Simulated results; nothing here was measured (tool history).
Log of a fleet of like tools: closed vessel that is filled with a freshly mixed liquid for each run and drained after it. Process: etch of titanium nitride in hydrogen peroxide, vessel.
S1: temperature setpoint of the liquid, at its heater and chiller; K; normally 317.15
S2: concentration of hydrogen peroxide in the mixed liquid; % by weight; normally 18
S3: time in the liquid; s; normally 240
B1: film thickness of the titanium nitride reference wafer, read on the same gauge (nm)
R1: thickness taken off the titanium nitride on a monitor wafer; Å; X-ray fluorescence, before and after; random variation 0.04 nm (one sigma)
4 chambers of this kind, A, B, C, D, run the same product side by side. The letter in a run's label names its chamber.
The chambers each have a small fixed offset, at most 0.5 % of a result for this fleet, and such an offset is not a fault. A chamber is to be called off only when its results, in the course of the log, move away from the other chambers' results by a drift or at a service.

run	hour	S1	S2	S3	B1	R1
1C	5	317.15	18	240	149.99	63.434
2A	12.8	317.15	18	240	149.99	62.984
3B	17.4	317.15	18	240	150.02	63.914
4D	25.3	317.15	18	240	149.99	63.869
5C	31.9	317.15	18	240	150.01	63.377
6D	38.7	317.15	18	240	150	63.265
7A	43.7	317.15	18	110	149.98	29.081
8B	49.6	317.15	18	110	150	28.807
9C	55.8	317.15	18	110	150.01	28.941
10B	60.4	317.15	18	110	149.99	29.41
11A	67.3	321.65	15.5	240	150	86.743
12D	73.1	321.65	15.5	240	150.01	85.621
13B	78.7	321.65	15.5	240	149.97	86.448
14D	84.5	321.65	15.5	240	150	85.846
15C	91.7	317.15	18	240	150	63.094
16A	97.3	326.15	20.5	240	150	126.04
17D	104.6	326.15	20.5	240	150	126.99
18B	112.9	326.15	20.5	240	150.01	127.32
19C	120.6	326.15	20.5	240	150	126.01
20A	126.1	314.15	18	335	150	70.647
21B	132	314.15	18	335	150	70.453
22A	139.7	314.15	18	335	149.97	70.132
23D	147	314.15	18	335	150	70.935
24C	155.3	317.15	18	240	150.02	61.731
25C	160.5	317.15	18	130	150.01	33.287
26A	167	317.15	18	130	149.98	34.36
# hour 168.1: chamber B: thermometer replaced
27B	173.6	317.15	18	130	150.01	34.319
28D	180.7	317.15	18	130	149.99	34.14
29A	188.2	317.15	18	240	149.99	63.428
30C	193.1	317.15	18	240	150.01	61.651
31B	198.1	317.15	18	240	150	63.826
32D	203.6	317.15	18	240	149.97	62.598
33B	207.8	317.15	18	375	150.02	99.286
# hour 208.8: chamber B: peroxide flow meter replaced
34C	215.9	317.15	18	375	150	95.034
35D	224.1	317.15	18	375	149.98	97.923
36A	229.4	317.15	18	375	150.01	99.487
37B	236.2	317.15	18	240	149.99	63.513
38A	241.9	317.15	18	240	150.01	62.928
39D	249.2	324.65	18	365	150.01	168.6

Which is it: a chamber that has drifted or been left off by a service, a gauge drift common to all chambers, or only each chamber's usual small offset? If a chamber is off, name it and its likeliest cause.

One chamber, C, drifts off from the rest bit by bit.
Likeliest cause: liquid colder than its thermometer reads (K) = 0.706.

Which of the 4 candidates below, each the usual settings with something changed and its results left as question marks, puts chamber C back in line with what the other chambers give on the usual settings?
A result is in line if it is within this distance of the other chambers' mean on the usual settings: R1 1.4 Å
40C-1	255.4	317.15	18	235		?
40C-2	255.4	317.15	18	255		?
40C-3	255.4	317.15	18	245		?
40C-4	255.4	316.65	18	235		?

What the other chambers average on the usual settings: R1 63.492 Å
run	R1
40C-1	59.057
40C-2	64.084
40C-3	61.57
40C-4	56.871
40C-2 brings the chamber back in line.
